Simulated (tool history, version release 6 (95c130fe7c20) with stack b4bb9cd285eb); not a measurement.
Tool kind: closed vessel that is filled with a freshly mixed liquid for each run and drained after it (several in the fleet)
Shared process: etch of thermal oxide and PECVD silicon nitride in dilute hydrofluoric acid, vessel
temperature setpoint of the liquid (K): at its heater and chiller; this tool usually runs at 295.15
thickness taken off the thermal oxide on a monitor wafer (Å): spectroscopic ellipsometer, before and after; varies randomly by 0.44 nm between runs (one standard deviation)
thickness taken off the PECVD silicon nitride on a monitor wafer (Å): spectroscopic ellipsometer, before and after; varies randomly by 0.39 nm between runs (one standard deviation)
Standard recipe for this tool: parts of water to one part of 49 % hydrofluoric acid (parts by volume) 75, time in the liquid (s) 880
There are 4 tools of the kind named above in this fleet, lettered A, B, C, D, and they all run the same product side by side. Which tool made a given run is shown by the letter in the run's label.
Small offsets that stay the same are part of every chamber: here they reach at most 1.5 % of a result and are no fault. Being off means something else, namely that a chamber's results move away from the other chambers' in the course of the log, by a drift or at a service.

run   hour  temperature setpoint of the liquid (K)  parts of water to one part of 49 % hydrofluoric acid (parts by volume)  time in the liquid (s)  hours since the thermometer was replaced  hours since the hydrofluoric acid flow meter was replaced  read-back film thickness of the thermal oxide reference wafer, read on the same gauge (nm)  read-back film thickness of the PECVD silicon nitride reference wafer, read on the same gauge (nm)  thickness taken off the thermal oxide on a monitor wafer (Å)  thickness taken off the PECVD silicon nitride on a monitor wafer (Å)
 1A     10                                  295.15                                                                      75                     880                                     107.2                                                     1685.2                                                                                      110.02                                                                                              50.018                                                        521.92                                                                 583.2
 2B   17.3                                  295.15                                                                      75                     880                                     932.5                                                     1213.1                                                                                         110                                                                                              49.967                                                        526.53                                                                586.15
 3D   28.1                                  295.15                                                                      75                     880                                     347.7                                                      446.3                                                                                      109.99                                                                                              49.994                                                         526.3                                                                576.91
 4C   33.6                                  295.15                                                                      75                     880                                    1254.9                                                      351.1                                                                                         110                                                                                              50.013                                                        527.22                                                                574.87
 5C   41.8                                  297.15                                                                      35                     880                                    1263.1                                                      359.3                                                                                      110.02                                                                                              49.979                                                        1323.8                                                                1395.4
 6D   48.7                                  297.15                                                                      35                     880                                     368.3                                                      466.9                                                                                      110.03                                                                                              50.017                                                        1271.8                                                                  1368
 7A   59.6                                  297.15                                                                      35                     880                                     156.8                                                     1734.8                                                                                         110                                                                                              49.992                                                        1256.7                                                                1393.6
      64.3  -- chamber B: hydrofluoric acid flow meter replaced
 8B   66.6                                  297.15                                                                      35                     880                                     981.8                                                        2.4                                                                                      110.01                                                                                              50.016                                                        1292.9                                                                1408.7
 9A   76.6                                  295.15                                                                      75                     670                                     173.8                                                     1751.8                                                                                      110.05                                                                                              50.028                                                        400.09                                                                442.86
10D   83.7                                  295.15                                                                      75                     670                                     403.3                                                      501.9                                                                                         110                                                                                              49.969                                                        411.84                                                                437.03
11C   93.3                                  295.15                                                                      75                     670                                    1314.6                                                      410.8                                                                                      110.02                                                                                              50.012                                                        397.53                                                                427.67
12B  101.4                                  295.15                                                                      75                     670                                    1016.6                                                       37.2                                                                                      110.02                                                                                              49.983                                                        408.53                                                                 436.8
13D  112.4                                  295.15                                                                      75                     880                                       432                                                      530.6                                                                                      110.01                                                                                              50.012                                                        532.43                                                                574.63
14B  118.3                                  295.15                                                                      75                     880                                    1033.5                                                       54.1                                                                                         110                                                                                              50.006                                                        523.65                                                                574.92
15C  124.7                                  295.15                                                                      75                    1120                                      1346                                                      442.2                                                                                      110.03                                                                                              49.993                                                         657.7                                                                709.28
16A  134.4                                  295.15                                                                      75                    1120                                     231.6                                                     1809.6                                                                                      110.03                                                                                              50.022                                                        663.58                                                                752.25
17B  139.4                                  295.15                                                                      75                    1120                                    1054.6                                                       75.2                                                                                      110.02                                                                                              50.004                                                        667.61                                                                738.04
     141.3  -- chamber D: hydrofluoric acid flow meter replaced
18D    151                                  295.15                                                                      75                    1120                                     470.6                                                        9.8                                                                                      110.02                                                                                              49.978                                                        670.45                                                                732.68
19C  162.4                                  295.15                                                                      75                     880                                    1383.7                                                      479.9                                                                                      109.96                                                                                              50.008                                                        509.59                                                                551.49
20A  168.5                                  295.15                                                                      75                     880                                     265.7                                                     1843.7                                                                                      110.03                                                                                              50.003                                                        526.36                                                                580.53
21A  174.5                                  295.15                                                                      75                     880                                     271.7                                                     1849.7                                                                                         110                                                                                              50.019                                                        519.44                                                                590.57
22D  179.8                                  295.15                                                                      75                     880                                     499.4                                                       38.6                                                                                      110.02                                                                                              50.004                                                        537.58                                                                573.66
23B  187.3                                  295.15                                                                      40                     715                                    1102.5                                                      123.1                                                                                      109.98                                                                                              49.992                                                        832.54                                                                867.76
24C  197.4                                  295.15                                                                      40                     715                                    1418.7                                                      514.9                                                                                      110.01                                                                                              50.007                                                           817                                                                833.91
25C  206.9                                  295.15                                                                      40                     715                                    1428.2                                                      524.4                                                                                      109.98                                                                                              49.991                                                        799.65                                                                827.51
26B  216.1                                  295.15                                                                      40                     715                                    1131.3                                                      151.9                                                                                      109.99                                                                                              50.005                                                        843.77                                                                875.64
27A  223.4                                  295.15                                                                      75                     880                                     320.6                                                     1898.6                                                                                         110                                                                                              50.026                                                         530.7                                                                585.21

What goes on in this fleet: one chamber off, a drifting gauge, or nothing beyond the chambers' own small offsets? Name the chamber and the cause, if any.

Chamber C drifts away from the others.
What lies behind it: hydrofluoric acid flow below the setpoint (%) = 5.81.

Which of the 4 candidates below, each the usual settings with something changed and its results left as question marks, puts chamber C back in line with what the other chambers give on the usual settings?
In line here means within this much of the mean the other chambers give on the usual settings: thickness taken off the thermal oxide on a monitor wafer (Å) 15; thickness taken off the PECVD silicon nitride on a monitor wafer (Å) 14
28C-1  231.7                                  295.65                                                                      75                     910                                                                                                                                                                                                                                                                                                                                                                  ?                                                                     ?
28C-2  231.7                                  295.15                                                                      75                     895                                                                                                                                                                                                                                                                                                                                                                  ?                                                                     ?
28C-3  231.7                                  294.65                                                                      75                     850                                                                                                                                                                                                                                                                                                                                                                  ?                                                                     ?
28C-4  231.7                                  295.15                                                                      75                     865                                                                                                                                                                                                                                                                                                                                                                  ?                                                                     ?

Mean of the other chambers on the usual settings: thickness taken off the thermal oxide on a monitor wafer (Å) 528.96; thickness taken off the PECVD silicon nitride on a monitor wafer (Å) 580.44
  run  thickness taken off the thermal oxide on a monitor wafer (Å)  thickness taken off the PECVD silicon nitride on a monitor wafer (Å)
28C-1                                                        524.55                                                                577.28
28C-2                                                        505.68                                                                549.31
28C-3                                                         470.7                                                                504.67
28C-4                                                        488.73                                                                 530.9
28C-1 is the one that brings the chamber's results back in line with the other chambers.
